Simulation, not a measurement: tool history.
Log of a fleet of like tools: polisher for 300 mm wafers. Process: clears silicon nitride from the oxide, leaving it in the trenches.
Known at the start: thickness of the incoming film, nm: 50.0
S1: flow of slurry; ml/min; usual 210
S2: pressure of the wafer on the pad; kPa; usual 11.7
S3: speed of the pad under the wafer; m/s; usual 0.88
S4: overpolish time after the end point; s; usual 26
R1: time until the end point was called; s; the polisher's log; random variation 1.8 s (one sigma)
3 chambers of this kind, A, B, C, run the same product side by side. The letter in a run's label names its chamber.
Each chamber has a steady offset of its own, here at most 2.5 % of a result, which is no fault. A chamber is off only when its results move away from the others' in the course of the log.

| run | day | S1 | S2 | S3 | S4 | R1 |
|---|---|---|---|---|---|---|
|  | 0.512 | chamber C: slurry nozzle cleaned |
| 1C | 0.654 | 210 | 11.7 | 0.88 | 26 | 97.465 |
| 2A | 1.175 | 210 | 11.7 | 0.88 | 26 | 95.211 |
| 3B | 1.612 | 210 | 11.7 | 0.88 | 26 | 96.886 |
| 4A | 2.233 | 210 | 11.7 | 0.88 | 26 | 98.304 |
|  | 2.300 | chamber B: worn pad replaced by a new one |
| 5C | 2.796 | 280 | 11.7 | 0.88 | 26 | 92.521 |
| 6B | 3.092 | 280 | 11.7 | 0.88 | 26 | 93.450 |
| 7B | 3.454 | 280 | 11.7 | 0.88 | 26 | 94.104 |
|  | 3.600 | chamber B: slurry nozzle cleaned |
| 8A | 4.108 | 210 | 11.7 | 0.88 | 26 | 97.309 |
| 9C | 4.450 | 210 | 11.7 | 0.88 | 26 | 98.364 |
| 10B | 4.929 | 210 | 15.9 | 1.06 | 26 | 59.364 |
|  | 4.962 | chamber A: worn pad replaced by a new one |
|  | 5.417 | chamber B: worn pad replaced by a new one |
| 11C | 5.562 | 210 | 15.9 | 1.06 | 26 | 61.433 |
| 12A | 6.171 | 210 | 15.9 | 1.06 | 26 | 59.132 |
| 13C | 6.604 | 270 | 11.7 | 0.88 | 26 | 96.991 |
| 14A | 6.950 | 270 | 11.7 | 0.88 | 26 | 93.264 |
| 15B | 7.275 | 270 | 11.7 | 0.88 | 26 | 95.984 |
| 16C | 7.788 | 210 | 9.7 | 0.74 | 26 | 150.800 |
| 17A | 8.112 | 210 | 9.7 | 0.74 | 26 | 138.400 |
|  | 8.262 | chamber B: worn pad replaced by a new one |
| 18B | 8.596 | 210 | 9.7 | 0.74 | 26 | 139.240 |
| 19A | 8.892 | 210 | 11.7 | 0.88 | 26 | 94.702 |
|  | 9.192 | chamber A: slurry nozzle cleaned |
| 20B | 9.258 | 210 | 11.7 | 0.88 | 26 | 95.238 |
|  | 9.288 | chamber C: head pressure recalibrated |
| 21C | 9.658 | 210 | 11.7 | 0.88 | 26 | 102.710 |
|  | 9.854 | chamber A: worn pad replaced by a new one |
| 22B | 10.225 | 170 | 11.7 | 0.88 | 13 | 98.278 |
| 23C | 10.588 | 170 | 11.7 | 0.88 | 13 | 109.450 |
|  | 10.650 | chamber B: worn pad replaced by a new one |
| 24A | 11.183 | 170 | 11.7 | 0.88 | 13 | 97.007 |
| 25A | 11.779 | 210 | 11.7 | 0.88 | 26 | 93.135 |
| 26C | 12.458 | 210 | 11.7 | 0.88 | 26 | 108.770 |
| 27B | 12.917 | 210 | 11.7 | 0.88 | 26 | 96.639 |
| 28B | 13.267 | 210 | 11.7 | 0.88 | 26 | 97.306 |
| 29A | 13.850 | 210 | 8.3 | 0.62 | 26 | 194.470 |

Is one chamber off against the others, does the gauge drift, or is nothing wrong? If a chamber is off, say which, and what the likeliest cause is.

Chamber C drifts away from the others.
Cause: removal rate lost through wear of the pad, % = 10.9.

Here are 4 candidates for chamber C's next run, each the usual settings with a change, their results left as question marks. Which one brings its results back in line with what the others give on the usual settings?
In line means no further than this from the other chambers' mean on the usual settings: R1 6.300 s
| 30C-1 | 14.333 | 215 | 13.8 | 0.88 | 26 | ? |
| 30C-2 | 14.333 | 210 | 9.0 | 0.88 | 26 | ? |
| 30C-3 | 14.333 | 210 | 11.0 | 0.82 | 26 | ? |
| 30C-4 | 14.333 | 210 | 13.8 | 1.00 | 26 | ? |

The other chambers' mean on the usual settings: R1 96.288 s
| run | R1 |
|---|---|
| 30C-1 | 93.214 |
| 30C-2 | 143.020 |
| 30C-3 | 125.210 |
| 30C-4 | 82.165 |
30C-1 brings the chamber back in line.
